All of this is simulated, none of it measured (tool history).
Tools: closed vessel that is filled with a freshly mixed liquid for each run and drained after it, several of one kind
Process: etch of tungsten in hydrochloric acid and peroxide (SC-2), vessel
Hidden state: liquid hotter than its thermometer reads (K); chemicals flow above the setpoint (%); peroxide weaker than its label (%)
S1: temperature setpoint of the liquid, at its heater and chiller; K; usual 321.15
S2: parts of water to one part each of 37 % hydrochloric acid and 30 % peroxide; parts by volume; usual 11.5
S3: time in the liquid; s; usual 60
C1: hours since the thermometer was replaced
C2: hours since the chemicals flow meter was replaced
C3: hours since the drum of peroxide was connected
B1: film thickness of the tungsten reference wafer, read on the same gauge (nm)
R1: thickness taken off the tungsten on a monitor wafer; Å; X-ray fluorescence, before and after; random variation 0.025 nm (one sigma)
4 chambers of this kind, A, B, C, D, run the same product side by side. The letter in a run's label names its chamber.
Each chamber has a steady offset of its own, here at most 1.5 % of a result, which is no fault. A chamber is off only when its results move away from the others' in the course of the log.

Run 1B, hour 3.8: usual settings; C1 2802.9; C2 1466.3; C3 133.9; B1 120.01. Result: R1 56.484 Å.
Run 2C, hour 8.5: usual settings; C1 478.7; C2 42.2; C3 349.7; B1 120.00. Result: R1 56.580 Å.
Run 3A, hour 12.8: usual settings; C1 467.3; C2 304.3; C3 348.9; B1 119.99. Result: R1 56.681 Å.
Run 4D, hour 16.9: usual settings; C1 1210.6; C2 324.0; C3 416.2; B1 120.00. Result: R1 57.061 Å.
At hour 18.6: chamber A: thermometer replaced.
Run 5C, hour 22.2: usual settings; C1 492.4; C2 55.9; C3 363.4; B1 119.99. Result: R1 56.273 Å.
Run 6A, hour 27.7: usual settings; C1 9.1; C2 319.2; C3 363.8; B1 119.98. Result: R1 56.559 Å.
Run 7B, hour 30.8: usual settings but S1 313.15 K; C1 2829.9; C2 1493.3; C3 160.9; B1 119.99. Result: R1 32.844 Å.
Run 8D, hour 35.0: usual settings but S1 313.15 K; C1 1228.7; C2 342.1; C3 434.3; B1 120.00. Result: R1 32.322 Å.
Run 9A, hour 41.6: usual settings but S1 313.15 K; C1 23.0; C2 333.1; C3 377.7; B1 119.99. Result: R1 32.279 Å.
Run 10C, hour 46.6: usual settings but S1 313.15 K; C1 516.8; C2 80.3; C3 387.8; B1 119.97. Result: R1 32.097 Å.
Run 11D, hour 50.5: usual settings; C1 1244.2; C2 357.6; C3 449.8; B1 119.99. Result: R1 57.101 Å.
Run 12B, hour 56.1: usual settings; C1 2855.2; C2 1518.6; C3 186.2; B1 120.02. Result: R1 57.470 Å.
Run 13D, hour 61.5: usual settings but S1 313.15 K; C1 1255.2; C2 368.6; C3 460.8; B1 120.03. Result: R1 32.201 Å.
Run 14A, hour 66.1: usual settings but S1 313.15 K; C1 47.5; C2 357.6; C3 402.2; B1 120.02. Result: R1 32.071 Å.
At hour 66.3: chamber A: new drum of peroxide connected.
Run 15C, hour 71.4: usual settings but S1 313.15 K; C1 541.6; C2 105.1; C3 412.6; B1 119.96. Result: R1 31.890 Å.
Run 16B, hour 77.8: usual settings but S1 313.15 K; C1 2876.9; C2 1540.3; C3 207.9; B1 119.99. Result: R1 33.294 Å.
Run 17A, hour 83.2: usual settings; C1 64.6; C2 374.7; C3 17.0; B1 119.99. Result: R1 56.736 Å.
Run 18D, hour 89.1: usual settings; C1 1282.8; C2 396.2; C3 488.4; B1 120.00. Result: R1 57.079 Å.
Run 19C, hour 92.2: usual settings; C1 562.4; C2 125.9; C3 433.4; B1 120.00. Result: R1 55.716 Å.
Run 20B, hour 96.3: usual settings but S2 7.0 parts by volume, S3 85 s; C1 2895.4; C2 1558.8; C3 226.4; B1 120.00. Result: R1 122.790 Å.
Run 21D, hour 100.3: usual settings but S2 7.0 parts by volume, S3 85 s; C1 1294.0; C2 407.4; C3 499.6; B1 119.97. Result: R1 120.660 Å.
Run 22C, hour 104.8: usual settings but S2 7.0 parts by volume, S3 85 s; C1 575.0; C2 138.5; C3 446.0; B1 119.97. Result: R1 119.850 Å.
Run 23A, hour 108.4: usual settings but S2 7.0 parts by volume, S3 85 s; C1 89.8; C2 399.9; C3 42.2; B1 119.99. Result: R1 119.050 Å.
Run 24B, hour 114.6: usual settings; C1 2913.7; C2 1577.1; C3 244.7; B1 120.01. Result: R1 58.246 Å.

Is one chamber off against the others, does the gauge drift, or is nothing wrong? If a chamber is off, say which, and what the likeliest cause is.

Chamber B drifts away from the others.
Cause: chemicals flow above the setpoint (%) = 3.89.
The log may not tell that from: liquid hotter than its thermometer reads (K).

Here are 4 candidates for chamber B's next run, each the usual settings with a change, their results left as question marks. Which one brings its results back in line with what the others give on the usual settings?
In line means no further than this from the other chambers' mean on the usual settings: R1 0.890 Å
Run 25B-1, hour 119.5: usual settings but S1 321.65 K, S2 11.0 parts by volume. Result: R1 ?.
Run 25B-2, hour 119.5: usual settings but S1 321.65 K. Result: R1 ?.
Run 25B-3, hour 119.5: usual settings but S1 320.65 K, S2 12.0 parts by volume. Result: R1 ?.
Run 25B-4, hour 119.5: usual settings but S1 320.65 K. Result: R1 ?.

The other chambers' mean on the usual settings: R1 56.661 Å
  run      R1
25B-1  62.600
25B-2  60.329
25B-3  54.414
25B-4  56.391
25B-4 brings the chamber back in line.
